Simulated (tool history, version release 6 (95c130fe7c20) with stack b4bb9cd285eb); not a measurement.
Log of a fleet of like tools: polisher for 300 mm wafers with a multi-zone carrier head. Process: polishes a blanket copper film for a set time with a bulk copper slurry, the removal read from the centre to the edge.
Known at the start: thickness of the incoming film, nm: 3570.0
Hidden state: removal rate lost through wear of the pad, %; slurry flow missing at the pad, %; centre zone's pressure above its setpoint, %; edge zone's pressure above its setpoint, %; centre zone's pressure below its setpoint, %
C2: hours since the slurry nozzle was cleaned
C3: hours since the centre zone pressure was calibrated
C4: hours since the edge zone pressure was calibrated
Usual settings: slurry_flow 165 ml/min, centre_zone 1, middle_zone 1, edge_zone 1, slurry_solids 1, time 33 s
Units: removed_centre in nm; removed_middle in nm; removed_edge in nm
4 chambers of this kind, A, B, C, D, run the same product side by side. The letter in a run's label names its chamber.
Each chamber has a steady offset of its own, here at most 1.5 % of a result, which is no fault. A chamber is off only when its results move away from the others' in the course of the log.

Run 1A, hour 5.4: usual settings; wafers polished on this pad 861; C2 263.5; C3 297.5; C4 552.6. Result: removed_centre 303.12 nm, removed_middle 295.29 nm, removed_edge 298.23 nm.
Run 2D, hour 10.8: usual settings; wafers polished on this pad 347; C2 173.6; C3 130.3; C4 481.9. Result: removed_centre 299.61 nm, removed_middle 300.63 nm, removed_edge 295.18 nm.
Run 3C, hour 19.9: usual settings; wafers polished on this pad 925; C2 72.5; C3 289.5; C4 468.5. Result: removed_centre 308.18 nm, removed_middle 295.36 nm, removed_edge 298.91 nm.
Run 4B, hour 25.7: usual settings; wafers polished on this pad 571; C2 230.5; C3 783.3; C4 859.7. Result: removed_centre 292.91 nm, removed_middle 283.95 nm, removed_edge 293.77 nm.
At hour 30.8: chamber A: worn pad replaced by a new one.
Run 5A, hour 33.6: usual settings; wafers polished on this pad 34; C2 291.7; C3 325.7; C4 580.8. Result: removed_centre 300.57 nm, removed_middle 305.91 nm, removed_edge 294.89 nm.
Run 6D, hour 39.2: usual settings; wafers polished on this pad 690; C2 202; C3 158.7; C4 510.3. Result: removed_centre 298.33 nm, removed_middle 296 nm, removed_edge 296.17 nm.
At hour 44.2: chamber C: worn pad replaced by a new one.
At hour 45.8: chamber B: worn pad replaced by a new one.
Run 7C, hour 49.2: usual settings; wafers polished on this pad 61; C2 101.8; C3 318.8; C4 497.8. Result: removed_centre 295.19 nm, removed_middle 293.84 nm, removed_edge 300.84 nm.
Run 8B, hour 57: usual settings but edge_zone 1.09, slurry_solids 0.75; wafers polished on this pad 135; C2 261.8; C3 814.6; C4 891. Result: removed_centre 275.64 nm, removed_middle 284.33 nm, removed_edge 293.49 nm.
At hour 58.7: chamber D: worn pad replaced by a new one.
Run 9C, hour 62: usual settings but edge_zone 1.09, slurry_solids 0.75; wafers polished on this pad 215; C2 114.6; C3 331.6; C4 510.6. Result: removed_centre 282.21 nm, removed_middle 279.24 nm, removed_edge 293.51 nm.
Run 10A, hour 69.2: usual settings but edge_zone 1.09, slurry_solids 0.75; wafers polished on this pad 464; C2 327.3; C3 361.3; C4 616.4. Result: removed_centre 274.61 nm, removed_middle 266.96 nm, removed_edge 282.74 nm.
Run 11D, hour 76.7: usual settings but edge_zone 1.09, slurry_solids 0.75; wafers polished on this pad 217; C2 239.5; C3 196.2; C4 547.8. Result: removed_centre 284.25 nm, removed_middle 283.9 nm, removed_edge 286.42 nm.
Run 12B, hour 86.5: usual settings; wafers polished on this pad 490; C2 291.3; C3 844.1; C4 920.5. Result: removed_centre 304.3 nm, removed_middle 299.47 nm, removed_edge 297.04 nm.
Run 13B, hour 92.4: usual settings; wafers polished on this pad 562; C2 297.2; C3 850; C4 926.4. Result: removed_centre 295.78 nm, removed_middle 296.06 nm, removed_edge 296.14 nm.
Run 14A, hour 98.1: usual settings; wafers polished on this pad 812; C2 356.2; C3 390.2; C4 645.3. Result: removed_centre 299.65 nm, removed_middle 299.14 nm, removed_edge 292.91 nm.
At hour 101: chamber B: centre zone pressure recalibrated.
Run 15C, hour 105: usual settings; wafers polished on this pad 734; C2 157.6; C3 374.6; C4 553.6. Result: removed_centre 298.93 nm, removed_middle 294.21 nm, removed_edge 301.14 nm.
Run 16D, hour 111.3: usual settings but slurry_flow 215 ml/min, time 37 s; wafers polished on this pad 634; C2 274.1; C3 230.8; C4 582.4. Result: removed_centre 355.34 nm, removed_middle 342.7 nm, removed_edge 338.67 nm.
At hour 116.4: chamber B: worn pad replaced by a new one.
Run 17D, hour 116.6: usual settings but slurry_flow 215 ml/min, time 37 s; wafers polished on this pad 698; C2 279.4; C3 236.1; C4 587.7. Result: removed_centre 368.24 nm, removed_middle 356.7 nm, removed_edge 337.94 nm.
At hour 118.3: chamber B: slurry nozzle cleaned.
At hour 124.2: chamber A: worn pad replaced by a new one.
Run 18A, hour 127.8: usual settings but slurry_flow 215 ml/min, time 37 s; wafers polished on this pad 44; C2 385.9; C3 419.9; C4 675. Result: removed_centre 352.52 nm, removed_middle 352.84 nm, removed_edge 344.99 nm.
At hour 131.9: chamber D: worn pad replaced by a new one.
Run 19C, hour 133.4: usual settings but slurry_flow 215 ml/min, time 37 s; wafers polished on this pad 1076; C2 186; C3 403; C4 582. Result: removed_centre 347.48 nm, removed_middle 345.76 nm, removed_edge 341.79 nm.
At hour 139.7: chamber C: worn pad replaced by a new one.
Run 20B, hour 144.5: usual settings but middle_zone 1.09, time 40 s; wafers polished on this pad 339; C2 26.3; C3 43.6; C4 978.5. Result: removed_centre 366.57 nm, removed_middle 391.53 nm, removed_edge 360.71 nm.
Run 21B, hour 150.4: usual settings but middle_zone 1.09, time 40 s; wafers polished on this pad 410; C2 32.2; C3 49.5; C4 984.4. Result: removed_centre 361.82 nm, removed_middle 388.82 nm, removed_edge 365.03 nm.
At hour 154.9: chamber C: centre zone pressure recalibrated.
Run 22D, hour 157: usual settings but middle_zone 1.09, time 40 s; wafers polished on this pad 302; C2 319.8; C3 276.5; C4 628.1. Result: removed_centre 384.19 nm, removed_middle 384.62 nm, removed_edge 359.9 nm.
At hour 159.1: chamber A: edge zone pressure recalibrated.
At hour 161.2: chamber D: edge zone pressure recalibrated.
Run 23C, hour 166.7: usual settings but middle_zone 1.09, time 40 s; wafers polished on this pad 325; C2 219.3; C3 11.9; C4 615.3. Result: removed_centre 368.91 nm, removed_middle 384.72 nm, removed_edge 355.29 nm.
Run 24A, hour 175.7: usual settings; wafers polished on this pad 621; C2 433.8; C3 467.8; C4 16.6. Result: removed_centre 296.45 nm, removed_middle 291.5 nm, removed_edge 299.09 nm.
Run 25D, hour 184: usual settings; wafers polished on this pad 628; C2 346.8; C3 303.5; C4 22.9. Result: removed_centre 325.39 nm, removed_middle 299.69 nm, removed_edge 295.48 nm.
At hour 190.2: chamber B: worn pad replaced by a new one.
Run 26B, hour 194.5: usual settings; wafers polished on this pad 52; C2 76.3; C3 93.6; C4 1028.5. Result: removed_centre 297.01 nm, removed_middle 288.22 nm, removed_edge 295.75 nm.

All 4 chambers run these settings next. Forecast each chamber's results:
Run 27A, hour 202.6: usual settings but slurry_flow 140 ml/min. Result: removed_centre ?, removed_middle ?, removed_edge ?.
Run 27B, hour 202.6: usual settings but slurry_flow 140 ml/min. Result: removed_centre ?, removed_middle ?, removed_edge ?.
Run 27C, hour 202.6: usual settings but slurry_flow 140 ml/min. Result: removed_centre ?, removed_middle ?, removed_edge ?.
Run 27D, hour 202.6: usual settings but slurry_flow 140 ml/min. Result: removed_centre ?, removed_middle ?, removed_edge ?.

run  removed_centre  removed_middle  removed_edge
27A          284.83          273.96        289.96
27B          281.86          283.35        294.01
27C          291.76           282.7        293.85
27D          313.88          291.79        283.36

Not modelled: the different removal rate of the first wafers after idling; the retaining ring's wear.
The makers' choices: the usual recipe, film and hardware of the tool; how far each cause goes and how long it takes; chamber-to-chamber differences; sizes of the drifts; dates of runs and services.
